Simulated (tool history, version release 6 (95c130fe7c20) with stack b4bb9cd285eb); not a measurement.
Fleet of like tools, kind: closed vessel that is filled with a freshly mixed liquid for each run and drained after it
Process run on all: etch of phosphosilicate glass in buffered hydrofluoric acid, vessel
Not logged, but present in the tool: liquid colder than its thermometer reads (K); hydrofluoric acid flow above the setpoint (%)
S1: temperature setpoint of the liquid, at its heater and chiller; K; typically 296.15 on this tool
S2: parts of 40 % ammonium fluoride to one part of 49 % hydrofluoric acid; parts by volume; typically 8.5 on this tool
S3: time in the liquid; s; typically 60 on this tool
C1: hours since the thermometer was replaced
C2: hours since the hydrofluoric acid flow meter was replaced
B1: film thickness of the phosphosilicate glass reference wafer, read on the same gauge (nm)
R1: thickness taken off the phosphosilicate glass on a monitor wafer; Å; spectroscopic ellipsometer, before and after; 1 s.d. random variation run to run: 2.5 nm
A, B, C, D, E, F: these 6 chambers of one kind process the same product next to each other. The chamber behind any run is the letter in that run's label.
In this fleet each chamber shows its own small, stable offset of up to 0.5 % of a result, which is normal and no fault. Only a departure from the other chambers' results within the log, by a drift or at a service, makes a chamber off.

run     day      S1    S2  S3      C1      C2      B1      R1
 1A   0.188  296.15   8.5  60   287.9   296.2  139.98  2769.9
 2D   0.367  296.15   8.5  60  2518.2   131.4  140.00  2745.5
 3C   0.604  296.15   8.5  60   478.4  2455.7  140.01  2776.6
      0.612  -- chamber F: thermometer replaced
 4F   0.800  296.15   8.5  60     4.6   303.2  140.02  2751.3
 5B   1.050  296.15   8.5  60   698.7   105.0  140.00  2788.1
 6E   1.279  296.15   8.5  60   969.5   314.4  140.02  2712.1
 7A   1.504  296.15   8.5  30   319.5   327.8  139.95  1351.2
 8B   1.671  296.15   8.5  30   713.6   119.9  140.04  1352.9
 9E   1.946  296.15   8.5  30   985.5   330.4  140.04  1383.8
      2.029  -- chamber C: hydrofluoric acid flow meter replaced
10C   2.158  296.15   8.5  30   515.7     3.2  140.01  1364.4
11D   2.317  296.15   8.5  30  2565.0   178.2  139.96  1408.4
12F   2.512  296.15   8.5  30    45.7   344.3  139.98  1395.5
13B   2.700  296.15   8.5  60   738.3   144.6  140.00  2778.8
14A   2.900  296.15   8.5  60   353.0   361.3  140.01  2728.3
15E   3.204  300.65  10.0  60  1015.7   360.6  140.00  3110.1
16F   3.475  300.65  10.0  60    68.8   367.4  140.01  3102.0
      3.554  -- chamber B: thermometer replaced
17C   3.621  300.65  10.0  60   550.8    38.3  139.94  3124.0
18D   3.825  300.65  10.0  60  2601.2   214.4  140.02  3173.7
19E   4.096  300.65  10.0  60  1037.1   382.0  139.98  3185.9
20D   4.246  300.65  10.0  60  2611.3   224.5  140.01  3112.4
21C   4.425  296.15   8.5  60   570.1    57.6  140.02  2747.7
22F   4.642  296.15   8.5  60    96.8   395.4  140.01  2837.2
23B   4.908  296.15   8.5  30    32.6   197.6  140.03  1371.6
24A   5.138  296.15   8.5  30   406.7   415.0  140.02  1369.6
25F   5.421  296.15   8.5  30   115.5   414.1  139.99  1411.3
      5.542  -- chamber A: hydrofluoric acid flow meter replaced
26A   5.742  296.15   8.5  30   421.2     4.8  140.00  1352.5
27E   6.042  296.15   8.5  30  1083.8   428.7  140.02  1394.4
      6.167  -- chamber D: thermometer replaced
28D   6.358  296.15   8.5  30     4.7   275.2  139.97  1382.8
29B   6.617  296.15   8.5  60    73.6   238.6  139.98  2785.8
30C   6.771  296.15   8.5  60   626.4   113.9  140.02  2703.2
31F   7.012  296.15   8.5  60   153.7   452.3  139.98  2884.7
32A   7.246  296.15   8.5  60   457.3    40.9  139.97  2709.7
33D   7.496  296.15   7.0  60    32.0   302.5  140.03  3410.1
34C   7.750  296.15   7.0  60   649.9   137.4  140.02  3433.9
35B   7.967  296.15   7.0  60   106.0   271.0  140.01  3354.0
36E   8.179  296.15   7.0  60  1135.1   480.0  140.02  3412.0
      8.421  -- chamber E: thermometer replaced
37B   8.475  296.15   7.0  60   118.2   283.2  139.97  3443.2
38A   8.796  296.15   7.0  60   494.5    78.1  140.02  3414.3
39F   9.062  296.15   8.5  60   202.9   501.5  140.02  2968.5
40D   9.383  292.15   8.5  60    77.3   347.8  140.00  2215.3
41E   9.542  292.15   8.5  60    26.9   512.7  140.02  2172.1
42C   9.758  292.15   8.5  60   698.1   185.6  140.02  2177.5
43D   9.908  292.15   8.5  60    89.9   360.4  139.96  2216.9
44A  10.129  292.15   8.5  60   526.5   110.1  139.99  2178.7

The same settings go to every chamber for the next run, one line per chamber below. Forecast the results for each:
45A  10.367  294.65  8.5  60               ?
45B  10.367  294.65  8.5  60               ?
45C  10.367  294.65  8.5  60               ?
45D  10.367  294.65  8.5  60               ?
45E  10.367  294.65  8.5  60               ?
45F  10.367  294.65  8.5  60               ?

run      R1
45A  2558.1
45B  2514.3
45C  2499.3
45D  2509.1
45E  2543.4
45F  2735.6
